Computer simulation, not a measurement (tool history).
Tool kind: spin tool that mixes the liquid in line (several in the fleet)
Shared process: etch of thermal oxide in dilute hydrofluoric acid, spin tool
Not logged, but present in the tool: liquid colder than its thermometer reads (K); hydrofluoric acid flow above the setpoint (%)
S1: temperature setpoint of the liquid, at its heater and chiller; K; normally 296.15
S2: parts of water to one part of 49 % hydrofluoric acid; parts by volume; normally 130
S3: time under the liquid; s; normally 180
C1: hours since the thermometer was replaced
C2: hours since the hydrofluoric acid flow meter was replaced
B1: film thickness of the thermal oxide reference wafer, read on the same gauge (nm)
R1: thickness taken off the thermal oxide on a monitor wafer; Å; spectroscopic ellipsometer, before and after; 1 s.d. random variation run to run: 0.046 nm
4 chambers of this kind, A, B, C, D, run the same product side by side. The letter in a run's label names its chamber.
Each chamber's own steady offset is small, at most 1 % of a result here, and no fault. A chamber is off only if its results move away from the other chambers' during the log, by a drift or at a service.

run,hour,S1,S2,S3,C1,C2,B1,R1
1A,12.1,296.15,130,180,2264.1,1735.9,140.01,58.575
2D,24.1,296.15,130,180,1647.9,500.6,140.02,59.671
# hour 26.4: chamber A: thermometer replaced
3B,33.7,296.15,130,180,113.5,285.6,140.01,58.698
4C,44.7,296.15,130,180,904.1,517.3,139.99,59.288
5D,58.5,296.15,130,180,1682.3,535,139.99,60.191
6C,70.7,296.15,130,180,930.1,543.3,139.99,59.186
7B,82.4,296.15,130,180,162.2,334.3,139.99,59.115
8A,90.7,296.15,130,180,64.4,1814.5,140.02,59.218
9B,102.2,296.15,130,180,182,354.1,140.02,59.242
10C,109.1,296.15,130,180,968.5,581.7,140.02,59.087
11D,116.7,296.15,70,180,1740.5,593.2,140.01,117.98
12A,128.1,296.15,70,180,101.8,1851.9,140,115.73
13B,141.1,296.15,70,180,220.9,393,139.99,115.19
14D,151,296.15,70,180,1774.8,627.5,140.01,122.24
15A,160.5,296.15,130,180,134.2,1884.3,140.01,59.339
16C,171,296.15,130,180,1030.4,643.6,140,59.939
17B,182.9,296.15,130,180,262.7,434.8,140.02,58.564
# hour 188.1: chamber D: thermometer replaced
18D,192.1,296.15,130,180,4,668.6,140.01,61.716
19C,201.4,296.15,130,180,1060.8,674,140.01,59.986
20A,212,296.15,130,180,185.7,1935.8,140.01,59.188
21C,220.9,296.15,130,180,1080.3,693.5,140.03,59.914
22B,232.1,296.15,130,180,311.9,484,140.01,58.529
23D,239.6,296.15,180,180,51.5,716.1,139.98,42.803
24A,248.3,296.15,180,180,222,1972.1,140.02,41.067
25A,257.8,296.15,180,180,231.5,1981.6,140.02,40.143
26C,266,296.15,180,180,1125.4,738.6,140.01,41.022
27B,274.4,296.15,130,180,354.2,526.3,140,58.595
28D,284.6,296.15,130,180,96.5,761.1,139.99,62.833
29A,297.8,291.65,165,180,271.5,2021.6,140.02,37.561
30D,304.5,291.65,165,180,116.4,781,139.99,39.849
31C,318,291.65,165,180,1177.4,790.6,140.01,37.602
32B,327.2,291.65,165,180,407,579.1,139.99,37.409
33D,335,296.15,130,180,146.9,811.5,139.99,63.579
34A,343,296.15,130,180,316.7,2066.8,140.02,58.578
35C,357.1,296.15,130,180,1216.5,829.7,140,60.267
36B,370.3,296.15,130,180,450.1,622.2,139.99,59.47
37C,383.5,296.15,130,180,1242.9,856.1,139.98,59.403

Next, every chamber runs the same settings. What will each give?
38A,393.8,296.15,130,180,,,,?
38B,393.8,296.15,130,180,,,,?
38C,393.8,296.15,130,180,,,,?
38D,393.8,296.15,130,180,,,,?

run,R1
38A,59.048
38B,58.69
38C,60.629
38D,63.822

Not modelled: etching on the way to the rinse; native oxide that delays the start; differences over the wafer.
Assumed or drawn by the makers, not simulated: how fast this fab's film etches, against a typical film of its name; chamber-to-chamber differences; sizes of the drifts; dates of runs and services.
